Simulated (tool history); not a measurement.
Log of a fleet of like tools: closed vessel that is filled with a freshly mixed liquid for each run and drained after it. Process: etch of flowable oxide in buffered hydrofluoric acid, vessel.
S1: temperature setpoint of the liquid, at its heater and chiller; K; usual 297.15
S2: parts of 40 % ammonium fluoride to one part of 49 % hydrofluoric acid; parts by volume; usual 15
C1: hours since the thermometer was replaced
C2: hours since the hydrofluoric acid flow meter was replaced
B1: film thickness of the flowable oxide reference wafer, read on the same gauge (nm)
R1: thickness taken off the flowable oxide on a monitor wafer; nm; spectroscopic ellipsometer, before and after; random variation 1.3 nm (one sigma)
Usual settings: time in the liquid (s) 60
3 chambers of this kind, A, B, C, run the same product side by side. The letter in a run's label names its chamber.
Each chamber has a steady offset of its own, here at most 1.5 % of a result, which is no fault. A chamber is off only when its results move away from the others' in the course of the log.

{"run": "1A", "day": 0.479, "S1": 297.15, "S2": 15, "time in the liquid (s)": 60, "C1": 531.8, "C2": 999.8, "B1": 109.99, "R1": 151.73}
{"run": "2C", "day": 0.788, "S1": 297.15, "S2": 15, "time in the liquid (s)": 60, "C1": 1309.8, "C2": 624.1, "B1": 109.99, "R1": 152.7}
{"run": "3B", "day": 1.442, "S1": 297.15, "S2": 15, "time in the liquid (s)": 60, "C1": 756.4, "C2": 1269, "B1": 109.97, "R1": 152.01}
{"run": "4C", "day": 1.854, "S1": 297.15, "S2": 15, "time in the liquid (s)": 60, "C1": 1335.4, "C2": 649.7, "B1": 110, "R1": 154.08}
{"run": "5B", "day": 2.325, "S1": 297.15, "S2": 15, "time in the liquid (s)": 60, "C1": 777.6, "C2": 1290.2, "B1": 110.02, "R1": 151.93}
{"run": "6A", "day": 2.646, "S1": 297.15, "S2": 15, "time in the liquid (s)": 60, "C1": 583.8, "C2": 1051.8, "B1": 110, "R1": 150.61}
{"run": "7B", "day": 3.092, "S1": 297.15, "S2": 15, "time in the liquid (s)": 60, "C1": 796, "C2": 1308.6, "B1": 109.99, "R1": 151.1}
{"run": "8A", "day": 3.533, "S1": 297.15, "S2": 11.5, "time in the liquid (s)": 90, "C1": 605.1, "C2": 1073.1, "B1": 110, "R1": 298.83}
{"run": "9C", "day": 4.1, "S1": 297.15, "S2": 11.5, "time in the liquid (s)": 90, "C1": 1389.3, "C2": 703.6, "B1": 109.99, "R1": 299.29}
{"run": "10B", "day": 4.462, "S1": 297.15, "S2": 11.5, "time in the liquid (s)": 90, "C1": 828.9, "C2": 1341.5, "B1": 110.04, "R1": 294.84}
{"run": "11A", "day": 5.054, "S1": 297.15, "S2": 15, "time in the liquid (s)": 60, "C1": 641.6, "C2": 1109.6, "B1": 110, "R1": 152.02}
{"run": "12C", "day": 5.642, "S1": 297.15, "S2": 15, "time in the liquid (s)": 60, "C1": 1426.3, "C2": 740.6, "B1": 110, "R1": 152.61}
{"run": "13C", "day": 6.154, "S1": 297.15, "S2": 15, "time in the liquid (s)": 60, "C1": 1438.6, "C2": 752.9, "B1": 109.95, "R1": 151.05}
{"run": "14B", "day": 6.483, "S1": 297.15, "S2": 15, "time in the liquid (s)": 60, "C1": 877.4, "C2": 1390, "B1": 110.01, "R1": 152.91}
{"day": 6.542, "done": "chamber B: thermometer replaced"}
{"run": "15A", "day": 6.825, "S1": 297.15, "S2": 15, "time in the liquid (s)": 60, "C1": 684.1, "C2": 1152.1, "B1": 109.97, "R1": 152.23}
{"day": 6.883, "done": "chamber C: thermometer replaced"}
{"run": "16B", "day": 7.142, "S1": 297.15, "S2": 15, "time in the liquid (s)": 60, "C1": 14.4, "C2": 1405.8, "B1": 109.98, "R1": 153.85}
{"run": "17C", "day": 7.592, "S1": 297.15, "S2": 15, "time in the liquid (s)": 60, "C1": 17.1, "C2": 787.4, "B1": 109.98, "R1": 149.47}
{"run": "18A", "day": 8.179, "S1": 297.15, "S2": 15, "time in the liquid (s)": 60, "C1": 716.6, "C2": 1184.6, "B1": 110.02, "R1": 153.54}
{"run": "19B", "day": 8.567, "S1": 297.15, "S2": 18.5, "time in the liquid (s)": 60, "C1": 48.6, "C2": 1440, "B1": 109.98, "R1": 125.35}
{"run": "20A", "day": 8.975, "S1": 297.15, "S2": 18.5, "time in the liquid (s)": 60, "C1": 735.7, "C2": 1203.7, "B1": 110.01, "R1": 124.86}
{"run": "21C", "day": 9.542, "S1": 297.15, "S2": 18.5, "time in the liquid (s)": 60, "C1": 63.9, "C2": 834.2, "B1": 109.99, "R1": 119.79}
{"run": "22B", "day": 10.083, "S1": 297.15, "S2": 15, "time in the liquid (s)": 60, "C1": 85, "C2": 1476.4, "B1": 110.03, "R1": 150.93}
{"run": "23A", "day": 10.671, "S1": 297.15, "S2": 15, "time in the liquid (s)": 60, "C1": 776.4, "C2": 1244.4, "B1": 110.01, "R1": 151.04}
{"run": "24C", "day": 11.317, "S1": 297.15, "S2": 15, "time in the liquid (s)": 60, "C1": 106.5, "C2": 876.8, "B1": 110, "R1": 146.2}
{"run": "25B", "day": 11.95, "S1": 297.15, "S2": 15, "time in the liquid (s)": 60, "C1": 129.8, "C2": 1521.2, "B1": 110.04, "R1": 152.71}
{"run": "26A", "day": 12.325, "S1": 297.15, "S2": 18, "time in the liquid (s)": 60, "C1": 816.1, "C2": 1284.1, "B1": 109.98, "R1": 127.71}
{"run": "27C", "day": 12.979, "S1": 297.15, "S2": 18, "time in the liquid (s)": 60, "C1": 146.4, "C2": 916.7, "B1": 109.99, "R1": 119.06}
{"run": "28C", "day": 13.442, "S1": 297.15, "S2": 18, "time in the liquid (s)": 60, "C1": 157.5, "C2": 927.8, "B1": 109.99, "R1": 118.19}
{"run": "29B", "day": 13.867, "S1": 297.15, "S2": 15, "time in the liquid (s)": 60, "C1": 175.8, "C2": 1567.2, "B1": 109.97, "R1": 155.54}
{"run": "30A", "day": 14.392, "S1": 297.15, "S2": 15, "time in the liquid (s)": 60, "C1": 865.7, "C2": 1333.7, "B1": 109.98, "R1": 151.66}
{"run": "31A", "day": 14.862, "S1": 297.15, "S2": 15, "time in the liquid (s)": 60, "C1": 877, "C2": 1345, "B1": 110, "R1": 150.23}
{"run": "32B", "day": 15.296, "S1": 297.15, "S2": 15, "time in the liquid (s)": 60, "C1": 210.1, "C2": 1601.5, "B1": 109.99, "R1": 154.21}
{"run": "33C", "day": 15.775, "S1": 297.15, "S2": 15, "time in the liquid (s)": 60, "C1": 213.5, "C2": 983.8, "B1": 110.01, "R1": 141.64}
{"run": "34C", "day": 16.233, "S1": 297.15, "S2": 15, "time in the liquid (s)": 60, "C1": 224.5, "C2": 994.8, "B1": 110.03, "R1": 139.45}
{"run": "35B", "day": 16.833, "S1": 297.15, "S2": 15, "time in the liquid (s)": 60, "C1": 247, "C2": 1638.4, "B1": 109.98, "R1": 151.54}
{"run": "36A", "day": 17.421, "S1": 297.15, "S2": 15, "time in the liquid (s)": 60, "C1": 938.4, "C2": 1406.4, "B1": 110, "R1": 149.53}
{"run": "37A", "day": 17.8, "S1": 297.15, "S2": 20.5, "time in the liquid (s)": 60, "C1": 947.5, "C2": 1415.5, "B1": 110.01, "R1": 112.73}

All 3 chambers run these settings next. Forecast each chamber's results:
{"run": "38A", "day": 18.292, "S1": 297.15, "S2": 15, "time in the liquid (s)": 60, "R1": "?"}
{"run": "38B", "day": 18.292, "S1": 297.15, "S2": 15, "time in the liquid (s)": 60, "R1": "?"}
{"run": "38C", "day": 18.292, "S1": 297.15, "S2": 15, "time in the liquid (s)": 60, "R1": "?"}

run=38A R1=151.7
run=38B R1=152.96
run=38C R1=137.49

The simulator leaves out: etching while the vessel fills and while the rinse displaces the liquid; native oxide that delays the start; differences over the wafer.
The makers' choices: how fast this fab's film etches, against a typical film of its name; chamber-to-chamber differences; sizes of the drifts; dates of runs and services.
